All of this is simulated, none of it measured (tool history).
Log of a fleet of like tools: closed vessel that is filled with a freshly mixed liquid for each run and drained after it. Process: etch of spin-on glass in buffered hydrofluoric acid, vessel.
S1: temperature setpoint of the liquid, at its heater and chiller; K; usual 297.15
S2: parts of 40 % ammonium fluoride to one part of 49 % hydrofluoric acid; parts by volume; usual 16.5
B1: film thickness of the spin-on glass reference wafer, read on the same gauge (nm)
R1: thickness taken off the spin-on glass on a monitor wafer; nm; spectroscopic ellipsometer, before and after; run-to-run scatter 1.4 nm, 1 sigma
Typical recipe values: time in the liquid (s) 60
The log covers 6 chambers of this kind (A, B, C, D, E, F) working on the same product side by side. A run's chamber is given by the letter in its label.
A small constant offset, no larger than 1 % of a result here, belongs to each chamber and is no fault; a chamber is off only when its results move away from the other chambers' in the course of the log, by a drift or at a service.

run 1E hour=6.5 | S1=297.15 S2=16.5 time_in_the_liquid_(s)=60 | B1=79.996 | R1=147.190
run 2B hour=13.0 | S1=297.15 S2=16.5 time_in_the_liquid_(s)=60 | B1=80.016 | R1=146.110
run 3D hour=17.7 | S1=297.15 S2=16.5 time_in_the_liquid_(s)=60 | B1=79.986 | R1=144.890
run 4F hour=24.4 | S1=297.15 S2=16.5 time_in_the_liquid_(s)=60 | B1=80.022 | R1=144.980
run 5C hour=29.4 | S1=297.15 S2=16.5 time_in_the_liquid_(s)=60 | B1=79.984 | R1=145.160
run 6A hour=36.3 | S1=297.15 S2=16.5 time_in_the_liquid_(s)=60 | B1=79.994 | R1=145.280
run 7A hour=39.8 | S1=297.15 S2=16.5 time_in_the_liquid_(s)=60 | B1=80.016 | R1=148.780
run 8E hour=46.5 | S1=297.15 S2=16.5 time_in_the_liquid_(s)=60 | B1=80.001 | R1=146.350
run 9B hour=50.1 | S1=297.15 S2=16.5 time_in_the_liquid_(s)=60 | B1=79.997 | R1=146.140
run 10D hour=56.0 | S1=297.15 S2=16.5 time_in_the_liquid_(s)=60 | B1=79.980 | R1=143.680
run 11F hour=61.3 | S1=297.15 S2=16.5 time_in_the_liquid_(s)=60 | B1=80.012 | R1=146.740
run 12C hour=68.5 | S1=297.15 S2=16.5 time_in_the_liquid_(s)=60 | B1=80.008 | R1=147.700
run 13D hour=73.2 | S1=297.15 S2=16.5 time_in_the_liquid_(s)=60 | B1=80.007 | R1=144.480
run 14B hour=80.2 | S1=297.15 S2=16.5 time_in_the_liquid_(s)=60 | B1=79.993 | R1=144.970
run 15F hour=85.0 | S1=297.15 S2=16.5 time_in_the_liquid_(s)=60 | B1=79.998 | R1=143.430
run 16E hour=90.7 | S1=297.15 S2=16.5 time_in_the_liquid_(s)=60 | B1=80.008 | R1=144.410
run 17A hour=97.7 | S1=297.15 S2=16.5 time_in_the_liquid_(s)=60 | B1=79.977 | R1=147.680
run 18C hour=102.7 | S1=297.15 S2=21.0 time_in_the_liquid_(s)=45 | B1=80.011 | R1=88.500
run 19F hour=109.0 | S1=297.15 S2=21.0 time_in_the_liquid_(s)=45 | B1=80.014 | R1=87.173
run 20E hour=112.7 | S1=297.15 S2=21.0 time_in_the_liquid_(s)=45 | B1=80.003 | R1=87.210
-- hour=113.6 chamber E: thermometer replaced
run 21A hour=116.5 | S1=297.15 S2=21.0 time_in_the_liquid_(s)=45 | B1=79.976 | R1=86.119
run 22B hour=123.6 | S1=297.15 S2=21.0 time_in_the_liquid_(s)=45 | B1=79.989 | R1=87.355
run 23C hour=131.0 | S1=297.15 S2=21.0 time_in_the_liquid_(s)=45 | B1=79.995 | R1=87.583
-- hour=135.0 chamber F: thermometer replaced
run 24D hour=137.1 | S1=297.15 S2=16.5 time_in_the_liquid_(s)=60 | B1=79.994 | R1=143.620
run 25D hour=143.1 | S1=297.15 S2=16.5 time_in_the_liquid_(s)=60 | B1=80.026 | R1=143.670
run 26A hour=146.6 | S1=297.15 S2=21.0 time_in_the_liquid_(s)=85 | B1=80.026 | R1=165.530
run 27E hour=153.6 | S1=297.15 S2=21.0 time_in_the_liquid_(s)=85 | B1=80.027 | R1=165.850
run 28C hour=158.5 | S1=297.15 S2=21.0 time_in_the_liquid_(s)=85 | B1=79.998 | R1=166.430
run 29F hour=163.4 | S1=297.15 S2=21.0 time_in_the_liquid_(s)=85 | B1=79.992 | R1=162.870
run 30B hour=168.7 | S1=297.15 S2=21.0 time_in_the_liquid_(s)=85 | B1=80.015 | R1=159.410
run 31E hour=174.9 | S1=297.15 S2=21.0 time_in_the_liquid_(s)=85 | B1=79.984 | R1=168.250
run 32D hour=180.4 | S1=297.15 S2=16.5 time_in_the_liquid_(s)=60 | B1=79.994 | R1=146.370
run 33A hour=185.4 | S1=297.15 S2=16.5 time_in_the_liquid_(s)=60 | B1=80.008 | R1=142.940
run 34F hour=189.2 | S1=297.15 S2=16.5 time_in_the_liquid_(s)=60 | B1=80.032 | R1=148.030
run 35C hour=194.8 | S1=297.15 S2=16.5 time_in_the_liquid_(s)=60 | B1=79.999 | R1=146.530
run 36B hour=201.3 | S1=297.15 S2=16.5 time_in_the_liquid_(s)=60 | B1=80.001 | R1=138.550
run 37C hour=206.7 | S1=297.15 S2=16.5 time_in_the_liquid_(s)=60 | B1=80.006 | R1=147.310
run 38A hour=212.6 | S1=297.15 S2=16.5 time_in_the_liquid_(s)=60 | B1=79.977 | R1=147.600
run 39E hour=218.1 | S1=297.15 S2=16.5 time_in_the_liquid_(s)=60 | B1=79.992 | R1=148.080
run 40F hour=222.1 | S1=297.15 S2=16.5 time_in_the_liquid_(s)=60 | B1=79.982 | R1=147.780
run 41D hour=226.2 | S1=297.15 S2=16.5 time_in_the_liquid_(s)=60 | B1=79.984 | R1=145.770
run 42B hour=231.9 | S1=297.15 S2=16.5 time_in_the_liquid_(s)=60 | B1=80.013 | R1=138.200
run 43F hour=235.3 | S1=297.15 S2=16.5 time_in_the_liquid_(s)=60 | B1=79.987 | R1=147.020
run 44E hour=240.4 | S1=297.15 S2=16.5 time_in_the_liquid_(s)=60 | B1=80.002 | R1=146.380

Each of the 6 chambers runs these same settings next. Fill in every chamber's results:
run 45A hour=245.7 | S1=297.15 S2=16.5 time_in_the_liquid_(s)=35 | R1=?
run 45B hour=245.7 | S1=297.15 S2=16.5 time_in_the_liquid_(s)=35 | R1=?
run 45C hour=245.7 | S1=297.15 S2=16.5 time_in_the_liquid_(s)=35 | R1=?
run 45D hour=245.7 | S1=297.15 S2=16.5 time_in_the_liquid_(s)=35 | R1=?
run 45E hour=245.7 | S1=297.15 S2=16.5 time_in_the_liquid_(s)=35 | R1=?
run 45F hour=245.7 | S1=297.15 S2=16.5 time_in_the_liquid_(s)=35 | R1=?

run=45A R1=85.285
run=45B R1=79.139
run=45C R1=85.740
run=45D R1=84.011
run=45E R1=83.818
run=45F R1=86.687
